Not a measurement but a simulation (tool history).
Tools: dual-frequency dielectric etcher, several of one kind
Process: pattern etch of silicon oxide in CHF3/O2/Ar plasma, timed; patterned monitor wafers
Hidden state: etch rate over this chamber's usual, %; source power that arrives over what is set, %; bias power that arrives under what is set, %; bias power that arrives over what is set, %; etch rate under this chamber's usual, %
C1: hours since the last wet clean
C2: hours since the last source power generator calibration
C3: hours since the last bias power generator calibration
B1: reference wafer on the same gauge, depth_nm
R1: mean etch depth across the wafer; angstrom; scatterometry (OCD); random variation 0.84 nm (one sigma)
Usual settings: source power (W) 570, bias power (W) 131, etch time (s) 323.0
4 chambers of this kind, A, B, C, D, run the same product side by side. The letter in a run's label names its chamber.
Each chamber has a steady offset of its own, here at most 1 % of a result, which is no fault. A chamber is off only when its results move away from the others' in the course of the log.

run 1D hour=7.7 | source_power_(W)=570 bias_power_(W)=131 etch_time_(s)=323.0 | C1=299.3 C2=1177.4 C3=2292.0 | B1=537.80 | R1=5663.9
run 2B hour=17.4 | source_power_(W)=570 bias_power_(W)=131 etch_time_(s)=323.0 | C1=371.8 C2=827.3 C3=265.1 | B1=538.00 | R1=5644.7
run 3A hour=27.4 | source_power_(W)=570 bias_power_(W)=131 etch_time_(s)=323.0 | C1=181.4 C2=1807.2 C3=3480.7 | B1=537.68 | R1=5683.9
run 4C hour=37.8 | source_power_(W)=570 bias_power_(W)=131 etch_time_(s)=323.0 | C1=490.4 C2=1201.5 C3=4446.2 | B1=538.06 | R1=5672.1
run 5A hour=47.3 | source_power_(W)=570 bias_power_(W)=131 etch_time_(s)=323.0 | C1=201.3 C2=1827.1 C3=3500.6 | B1=537.50 | R1=5684.1
-- hour=55.1 chamber C: wet clean of the chamber
run 6D hour=60.4 | source_power_(W)=710 bias_power_(W)=131 etch_time_(s)=367.5 | C1=352.0 C2=1230.1 C3=2344.7 | B1=537.57 | R1=7023.3
run 7C hour=73.6 | source_power_(W)=710 bias_power_(W)=131 etch_time_(s)=367.5 | C1=18.6 C2=1237.3 C3=4482.0 | B1=537.26 | R1=7066.5
run 8B hour=79.6 | source_power_(W)=710 bias_power_(W)=131 etch_time_(s)=367.5 | C1=434.0 C2=889.5 C3=327.3 | B1=537.26 | R1=7000.3
run 9C hour=88.0 | source_power_(W)=710 bias_power_(W)=131 etch_time_(s)=367.5 | C1=33.0 C2=1251.7 C3=4496.4 | B1=537.32 | R1=7043.4
run 10D hour=98.2 | source_power_(W)=570 bias_power_(W)=131 etch_time_(s)=323.0 | C1=389.8 C2=1267.9 C3=2382.5 | B1=537.20 | R1=5653.6
run 11B hour=111.5 | source_power_(W)=570 bias_power_(W)=131 etch_time_(s)=323.0 | C1=465.9 C2=921.4 C3=359.2 | B1=537.09 | R1=5648.3
run 12A hour=124.6 | source_power_(W)=570 bias_power_(W)=131 etch_time_(s)=323.0 | C1=278.6 C2=1904.4 C3=3577.9 | B1=537.04 | R1=5665.5
run 13A hour=131.4 | source_power_(W)=570 bias_power_(W)=131 etch_time_(s)=323.0 | C1=285.4 C2=1911.2 C3=3584.7 | B1=536.92 | R1=5672.9
run 14B hour=144.5 | source_power_(W)=670 bias_power_(W)=131 etch_time_(s)=269.5 | C1=498.9 C2=954.4 C3=392.2 | B1=537.05 | R1=5023.1
run 15D hour=152.5 | source_power_(W)=670 bias_power_(W)=131 etch_time_(s)=269.5 | C1=444.1 C2=1322.2 C3=2436.8 | B1=536.89 | R1=5019.8
run 16C hour=165.9 | source_power_(W)=670 bias_power_(W)=131 etch_time_(s)=269.5 | C1=110.9 C2=1329.6 C3=4574.3 | B1=536.79 | R1=5041.7
-- hour=171.9 chamber C: bias power generator calibrated
run 17C hour=177.1 | source_power_(W)=670 bias_power_(W)=131 etch_time_(s)=269.5 | C1=122.1 C2=1340.8 C3=5.3 | B1=536.68 | R1=5044.8
run 18A hour=183.8 | source_power_(W)=570 bias_power_(W)=131 etch_time_(s)=323.0 | C1=337.8 C2=1963.6 C3=3637.1 | B1=536.67 | R1=5676.7
-- hour=195.6 chamber D: bias power generator calibrated
run 19B hour=195.7 | source_power_(W)=570 bias_power_(W)=131 etch_time_(s)=323.0 | C1=550.1 C2=1005.6 C3=443.4 | B1=536.45 | R1=5631.0
-- hour=206.0 chamber B: wet clean of the chamber
run 20D hour=207.0 | source_power_(W)=570 bias_power_(W)=131 etch_time_(s)=323.0 | C1=498.6 C2=1376.7 C3=11.5 | B1=536.58 | R1=5642.7
run 21B hour=215.1 | source_power_(W)=640 bias_power_(W)=114 etch_time_(s)=323.0 | C1=9.1 C2=1025.0 C3=462.8 | B1=536.47 | R1=5645.8
run 22A hour=227.4 | source_power_(W)=640 bias_power_(W)=114 etch_time_(s)=323.0 | C1=381.4 C2=2007.2 C3=3680.7 | B1=536.16 | R1=5672.4
run 23D hour=234.5 | source_power_(W)=640 bias_power_(W)=114 etch_time_(s)=323.0 | C1=526.1 C2=1404.2 C3=39.0 | B1=536.30 | R1=5634.3
run 24C hour=246.7 | source_power_(W)=640 bias_power_(W)=114 etch_time_(s)=323.0 | C1=191.7 C2=1410.4 C3=74.9 | B1=536.23 | R1=5669.5
run 25A hour=260.2 | source_power_(W)=570 bias_power_(W)=131 etch_time_(s)=323.0 | C1=414.2 C2=2040.0 C3=3713.5 | B1=536.05 | R1=5660.0
-- hour=261.0 chamber A: wet clean of the chamber
run 26B hour=269.1 | source_power_(W)=570 bias_power_(W)=131 etch_time_(s)=323.0 | C1=63.1 C2=1079.0 C3=516.8 | B1=535.91 | R1=5621.8
run 27D hour=280.9 | source_power_(W)=500 bias_power_(W)=131 etch_time_(s)=323.0 | C1=572.5 C2=1450.6 C3=85.4 | B1=535.76 | R1=5347.2
run 28C hour=291.6 | source_power_(W)=500 bias_power_(W)=131 etch_time_(s)=323.0 | C1=236.6 C2=1455.3 C3=119.8 | B1=535.64 | R1=5372.5
run 29B hour=301.4 | source_power_(W)=500 bias_power_(W)=131 etch_time_(s)=323.0 | C1=95.4 C2=1111.3 C3=549.1 | B1=535.82 | R1=5350.0
run 30A hour=313.3 | source_power_(W)=500 bias_power_(W)=131 etch_time_(s)=323.0 | C1=52.3 C2=2093.1 C3=3766.6 | B1=535.32 | R1=5378.5
run 31D hour=326.8 | source_power_(W)=570 bias_power_(W)=131 etch_time_(s)=323.0 | C1=618.4 C2=1496.5 C3=131.3 | B1=535.34 | R1=5637.6
run 32C hour=336.2 | source_power_(W)=570 bias_power_(W)=131 etch_time_(s)=323.0 | C1=281.2 C2=1499.9 C3=164.4 | B1=535.34 | R1=5649.3
run 33A hour=343.5 | source_power_(W)=570 bias_power_(W)=131 etch_time_(s)=323.0 | C1=82.5 C2=2123.3 C3=3796.8 | B1=535.57 | R1=5648.7
run 34C hour=355.4 | source_power_(W)=570 bias_power_(W)=131 etch_time_(s)=323.0 | C1=300.4 C2=1519.1 C3=183.6 | B1=535.02 | R1=5654.3
run 35D hour=362.7 | source_power_(W)=570 bias_power_(W)=131 etch_time_(s)=323.0 | C1=654.3 C2=1532.4 C3=167.2 | B1=535.19 | R1=5632.8
run 36B hour=370.8 | source_power_(W)=570 bias_power_(W)=131 etch_time_(s)=323.0 | C1=164.8 C2=1180.7 C3=618.5 | B1=535.23 | R1=5619.4
run 37C hour=376.9 | source_power_(W)=570 bias_power_(W)=131 etch_time_(s)=323.0 | C1=321.9 C2=1540.6 C3=205.1 | B1=534.96 | R1=5660.5
run 38B hour=390.3 | source_power_(W)=570 bias_power_(W)=131 etch_time_(s)=323.0 | C1=184.3 C2=1200.2 C3=638.0 | B1=535.01 | R1=5602.7
run 39A hour=397.4 | source_power_(W)=570 bias_power_(W)=131 etch_time_(s)=288.5 | C1=136.4 C2=2177.2 C3=3850.7 | B1=534.90 | R1=5043.0
run 40D hour=411.2 | source_power_(W)=570 bias_power_(W)=131 etch_time_(s)=288.5 | C1=702.8 C2=1580.9 C3=215.7 | B1=534.89 | R1=5032.1
run 41B hour=417.3 | source_power_(W)=570 bias_power_(W)=131 etch_time_(s)=288.5 | C1=211.3 C2=1227.2 C3=665.0 | B1=534.90 | R1=5034.0

Next, every chamber runs the same settings. What will each give?
run 42A hour=427.2 | source_power_(W)=480 bias_power_(W)=131 etch_time_(s)=323.0 | R1=?
run 42B hour=427.2 | source_power_(W)=480 bias_power_(W)=131 etch_time_(s)=323.0 | R1=?
run 42C hour=427.2 | source_power_(W)=480 bias_power_(W)=131 etch_time_(s)=323.0 | R1=?
run 42D hour=427.2 | source_power_(W)=480 bias_power_(W)=131 etch_time_(s)=323.0 | R1=?

run=42A R1=5290.9
run=42B R1=5262.0
run=42C R1=5268.3
run=42D R1=5264.3

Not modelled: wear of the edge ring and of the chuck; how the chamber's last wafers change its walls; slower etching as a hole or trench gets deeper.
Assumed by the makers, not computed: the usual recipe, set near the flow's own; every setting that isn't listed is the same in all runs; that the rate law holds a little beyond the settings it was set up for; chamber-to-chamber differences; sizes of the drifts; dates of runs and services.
